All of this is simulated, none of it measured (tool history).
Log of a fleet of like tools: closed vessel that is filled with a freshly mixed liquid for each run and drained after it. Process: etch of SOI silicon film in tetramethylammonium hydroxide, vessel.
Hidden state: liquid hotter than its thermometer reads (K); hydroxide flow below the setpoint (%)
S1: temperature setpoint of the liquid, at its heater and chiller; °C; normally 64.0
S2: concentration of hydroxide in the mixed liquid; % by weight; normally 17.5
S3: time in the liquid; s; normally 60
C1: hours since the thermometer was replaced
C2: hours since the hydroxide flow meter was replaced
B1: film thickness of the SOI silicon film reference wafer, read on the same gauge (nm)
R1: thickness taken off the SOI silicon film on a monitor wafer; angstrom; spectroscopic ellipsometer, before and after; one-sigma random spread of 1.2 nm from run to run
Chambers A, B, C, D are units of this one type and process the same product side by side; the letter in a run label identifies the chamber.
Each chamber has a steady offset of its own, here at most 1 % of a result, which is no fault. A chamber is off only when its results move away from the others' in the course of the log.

Run 1B, hour 4.0: usual settings; C1 2465.3; C2 120.2; B1 90.004. Result: R1 2499.20 angstrom.
Run 2A, hour 10.3: usual settings; C1 695.2; C2 340.5; B1 89.968. Result: R1 2511.20 angstrom.
Run 3C, hour 15.4: usual settings; C1 87.2; C2 1088.0; B1 90.017. Result: R1 2490.30 angstrom.
Run 4D, hour 21.2: usual settings; C1 1106.6; C2 508.1; B1 89.963. Result: R1 2485.80 angstrom.
Run 5A, hour 26.9: usual settings; C1 711.8; C2 357.1; B1 89.993. Result: R1 2498.30 angstrom.
Run 6B, hour 31.1: usual settings; C1 2492.4; C2 147.3; B1 89.998. Result: R1 2504.20 angstrom.
Run 7D, hour 38.1: usual settings; C1 1123.5; C2 525.0; B1 89.987. Result: R1 2506.50 angstrom.
At hour 42.5: chamber C: hydroxide flow meter replaced.
Run 8C, hour 44.5: usual settings; C1 116.3; C2 2.0; B1 90.026. Result: R1 2489.30 angstrom.
Run 9B, hour 48.8: usual settings; C1 2510.1; C2 165.0; B1 89.996. Result: R1 2505.50 angstrom.
Run 10C, hour 56.0: usual settings but S2 15.5 % by weight, S3 80 s; C1 127.8; C2 13.5; B1 89.984. Result: R1 3495.80 angstrom.
Run 11D, hour 63.1: usual settings but S2 15.5 % by weight, S3 80 s; C1 1148.5; C2 550.0; B1 90.001. Result: R1 3540.90 angstrom.
Run 12A, hour 69.9: usual settings but S2 15.5 % by weight, S3 80 s; C1 754.8; C2 400.1; B1 90.025. Result: R1 3520.80 angstrom.
At hour 70.5: chamber B: thermometer replaced.
Run 13D, hour 76.5: usual settings but S2 15.5 % by weight, S3 80 s; C1 1161.9; C2 563.4; B1 89.984. Result: R1 3567.10 angstrom.
Run 14A, hour 80.3: usual settings; C1 765.2; C2 410.5; B1 89.980. Result: R1 2528.80 angstrom.
Run 15B, hour 84.7: usual settings; C1 14.2; C2 200.9; B1 90.000. Result: R1 2491.80 angstrom.
Run 16C, hour 89.5: usual settings; C1 161.3; C2 47.0; B1 89.989. Result: R1 2470.20 angstrom.
Run 17C, hour 93.3: usual settings; C1 165.1; C2 50.8; B1 90.027. Result: R1 2497.40 angstrom.
Run 18D, hour 98.1: usual settings; C1 1183.5; C2 585.0; B1 90.000. Result: R1 2569.40 angstrom.
Run 19B, hour 102.2: usual settings; C1 31.7; C2 218.4; B1 90.006. Result: R1 2514.20 angstrom.
Run 20A, hour 107.7: usual settings; C1 792.6; C2 437.9; B1 89.996. Result: R1 2531.80 angstrom.
Run 21D, hour 112.3: usual settings but S1 58.5 °C, S3 30 s; C1 1197.7; C2 599.2; B1 89.972. Result: R1 927.75 angstrom.
Run 22B, hour 115.8: usual settings but S1 58.5 °C, S3 30 s; C1 45.3; C2 232.0; B1 89.976. Result: R1 893.68 angstrom.
Run 23C, hour 122.5: usual settings but S1 58.5 °C, S3 30 s; C1 194.3; C2 80.0; B1 90.017. Result: R1 880.20 angstrom.
Run 24A, hour 126.0: usual settings but S1 58.5 °C, S3 30 s; C1 810.9; C2 456.2; B1 90.019. Result: R1 898.42 angstrom.

The same settings go to every chamber for the next run, one line per chamber below. Forecast the results for each:
Run 25A, hour 131.2: usual settings but S1 71.0 °C. Result: R1 ?.
Run 25B, hour 131.2: usual settings but S1 71.0 °C. Result: R1 ?.
Run 25C, hour 131.2: usual settings but S1 71.0 °C. Result: R1 ?.
Run 25D, hour 131.2: usual settings but S1 71.0 °C. Result: R1 ?.

run       R1
25A  3786.80
25B  3819.20
25C  3765.80
25D  3957.20

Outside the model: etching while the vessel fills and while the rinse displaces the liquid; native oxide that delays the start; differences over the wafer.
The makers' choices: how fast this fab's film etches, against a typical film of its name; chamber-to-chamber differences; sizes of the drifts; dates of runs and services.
